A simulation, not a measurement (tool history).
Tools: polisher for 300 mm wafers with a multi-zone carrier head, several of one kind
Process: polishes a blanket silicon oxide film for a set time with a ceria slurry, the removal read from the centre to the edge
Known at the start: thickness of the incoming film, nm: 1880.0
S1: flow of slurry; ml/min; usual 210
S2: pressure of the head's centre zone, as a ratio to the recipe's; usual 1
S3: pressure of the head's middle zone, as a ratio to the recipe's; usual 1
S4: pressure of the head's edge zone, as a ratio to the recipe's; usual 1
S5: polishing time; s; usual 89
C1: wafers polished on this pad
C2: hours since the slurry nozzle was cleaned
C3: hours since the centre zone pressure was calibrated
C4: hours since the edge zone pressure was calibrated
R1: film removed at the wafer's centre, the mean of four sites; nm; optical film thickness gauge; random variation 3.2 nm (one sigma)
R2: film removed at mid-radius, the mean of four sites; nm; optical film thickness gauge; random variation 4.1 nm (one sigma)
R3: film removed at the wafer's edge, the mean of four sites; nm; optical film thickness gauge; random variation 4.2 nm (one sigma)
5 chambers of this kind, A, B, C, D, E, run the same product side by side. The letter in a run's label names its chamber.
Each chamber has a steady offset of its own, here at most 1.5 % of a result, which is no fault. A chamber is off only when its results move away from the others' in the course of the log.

| run | hour | S1 | S2 | S3 | S4 | S5 | C1 | C2 | C3 | C4 | R1 | R2 | R3 |
|---|---|---|---|---|---|---|---|---|---|---|---|---|---|
| 1E | 10.5 | 210 | 1 | 1 | 1 | 89 | 408 | 107.9 | 355.3 | 883.4 | 314.9 | 320.96 | 316.61 |
| 2D | 17 | 210 | 1 | 1 | 1 | 89 | 427 | 123.7 | 381.7 | 445.2 | 326.48 | 323.92 | 321.74 |
|  | 25 | chamber C: slurry nozzle cleaned |
| 3B | 26.6 | 210 | 1 | 1 | 1 | 89 | 589 | 728.7 | 244.6 | 179.3 | 316.66 | 320.16 | 315.42 |
| 4A | 36.6 | 210 | 1 | 1 | 1 | 89 | 419 | 410.2 | 483.4 | 1111.6 | 316.69 | 317.42 | 313.66 |
|  | 42.3 | chamber A: centre zone pressure recalibrated |
| 5C | 47.8 | 210 | 1 | 1 | 1 | 89 | 291 | 22.8 | 72.6 | 896.4 | 316.81 | 321.26 | 313.71 |
|  | 49.2 | chamber A: worn pad replaced by a new one |
| 6D | 52.9 | 210 | 1 | 1 | 1 | 89 | 603 | 159.6 | 417.6 | 481.1 | 320.82 | 327.53 | 320.94 |
|  | 62.1 | chamber D: worn pad replaced by a new one |
| 7B | 63.3 | 210 | 1 | 1 | 1 | 89 | 769 | 765.4 | 281.3 | 216 | 317.94 | 324.66 | 320.97 |
|  | 63.9 | chamber E: centre zone pressure recalibrated |
| 8A | 71.1 | 210 | 1 | 1 | 1 | 89 | 107 | 444.7 | 28.8 | 1146.1 | 312.79 | 310.83 | 319.05 |
|  | 76.2 | chamber B: slurry nozzle cleaned |
| 9C | 77.5 | 210 | 1 | 1 | 1 | 89 | 436 | 52.5 | 102.3 | 926.1 | 316.38 | 328.4 | 309.35 |
|  | 82.4 | chamber C: worn pad replaced by a new one |
| 10E | 87.8 | 210 | 1 | 1 | 1 | 89 | 786 | 185.2 | 24 | 960.7 | 314.4 | 322.64 | 327.97 |
|  | 88.5 | chamber C: edge zone pressure recalibrated |
| 11B | 93.7 | 210 | 1 | 1 | 1 | 89 | 917 | 17.6 | 311.7 | 246.4 | 323.88 | 320.11 | 315.07 |
| 12A | 99.9 | 210 | 1 | 1.09 | 1 | 102 | 248 | 473.5 | 57.6 | 1174.9 | 357.9 | 392.25 | 366.74 |
| 13E | 107.2 | 210 | 1 | 1.09 | 1 | 102 | 881 | 204.6 | 43.4 | 980.1 | 367.16 | 400.53 | 357.07 |
| 14D | 118.2 | 210 | 1 | 1.09 | 1 | 102 | 274 | 224.9 | 482.9 | 546.4 | 370.29 | 396.01 | 367.74 |
| 15C | 125.8 | 210 | 1 | 1.09 | 1 | 102 | 212 | 100.8 | 150.6 | 37.3 | 358.53 | 393.21 | 354.3 |
| 16E | 133.7 | 210 | 1 | 1.09 | 1 | 102 | 1010 | 231.1 | 69.9 | 1006.6 | 367.81 | 394.59 | 357.52 |
| 17C | 141.9 | 210 | 1 | 1 | 1 | 89 | 291 | 116.9 | 166.7 | 53.4 | 316.32 | 317.63 | 317.18 |
| 18D | 150.5 | 210 | 1 | 1.06 | 1 | 89 | 432 | 257.2 | 515.2 | 578.7 | 322.41 | 334.75 | 316.49 |
| 19A | 156 | 210 | 1 | 1.06 | 1 | 89 | 522 | 529.6 | 113.7 | 1231 | 314.92 | 331.31 | 321.95 |
|  | 156.8 | chamber A: worn pad replaced by a new one |
| 20B | 162.7 | 210 | 1 | 1.06 | 1 | 89 | 1255 | 86.6 | 380.7 | 315.4 | 325.71 | 332.54 | 313.84 |
| 21A | 167.8 | 210 | 1 | 1.06 | 1 | 89 | 54 | 541.4 | 125.5 | 1242.8 | 320.78 | 333.72 | 322.37 |
|  | 173.6 | chamber E: worn pad replaced by a new one |
|  | 175.1 | chamber C: worn pad replaced by a new one |
| 22E | 178.1 | 210 | 1 | 1.06 | 1 | 89 | 22 | 275.5 | 114.3 | 1051 | 318.42 | 334.08 | 319.03 |
| 23B | 188 | 210 | 1 | 1 | 1 | 89 | 1379 | 111.9 | 406 | 340.7 | 332.54 | 319.99 | 315.74 |
| 24C | 193.4 | 210 | 1 | 1 | 1 | 89 | 89 | 168.4 | 218.2 | 104.9 | 317.51 | 319.32 | 316.13 |
|  | 198 | chamber B: worn pad replaced by a new one |
| 25D | 202.4 | 210 | 1 | 1 | 1 | 89 | 686 | 309.1 | 567.1 | 630.6 | 318.69 | 317.55 | 318.78 |
|  | 207.8 | chamber D: worn pad replaced by a new one |
|  | 207.9 | chamber D: centre zone pressure recalibrated |
| 26B | 211.8 | 210 | 1 | 1 | 1 | 89 | 67 | 135.7 | 429.8 | 364.5 | 334.7 | 318.6 | 315.23 |
| 27C | 218.2 | 210 | 1 | 1 | 1 | 89 | 210 | 193.2 | 243 | 129.7 | 317.11 | 316.92 | 319.27 |
| 28A | 225.9 | 210 | 1 | 1 | 1 | 89 | 338 | 599.5 | 183.6 | 1300.9 | 319.39 | 323.1 | 322.62 |
| 29D | 232.4 | 210 | 1 | 1 | 1 | 89 | 120 | 339.1 | 24.5 | 660.6 | 319.24 | 318.5 | 312.63 |
| 30E | 243.5 | 210 | 1 | 1 | 1 | 89 | 341 | 340.9 | 179.7 | 1116.4 | 319.13 | 324.02 | 320.9 |
| 31C | 249.5 | 210 | 1 | 1 | 1 | 89 | 363 | 224.5 | 274.3 | 161 | 314.79 | 318.32 | 318.42 |
| 32A | 257.3 | 210 | 1 | 1 | 1 | 89 | 491 | 630.9 | 215 | 1332.3 | 315.15 | 311.56 | 314.59 |

All 5 chambers run these settings next. Forecast each chamber's results:
| 33A | 265.4 | 210 | 1 | 1 | 1 | 89 |  |  |  |  | ? | ? | ? |
| 33B | 265.4 | 210 | 1 | 1 | 1 | 89 |  |  |  |  | ? | ? | ? |
| 33C | 265.4 | 210 | 1 | 1 | 1 | 89 |  |  |  |  | ? | ? | ? |
| 33D | 265.4 | 210 | 1 | 1 | 1 | 89 |  |  |  |  | ? | ? | ? |
| 33E | 265.4 | 210 | 1 | 1 | 1 | 89 |  |  |  |  | ? | ? | ? |

| run | R1 | R2 | R3 |
|---|---|---|---|
| 33A | 312.19 | 313.66 | 320.44 |
| 33B | 333.15 | 314.92 | 314.15 |
| 33C | 311.93 | 307.61 | 319.44 |
| 33D | 321.54 | 326.21 | 325.52 |
| 33E | 319.11 | 325.54 | 315.52 |
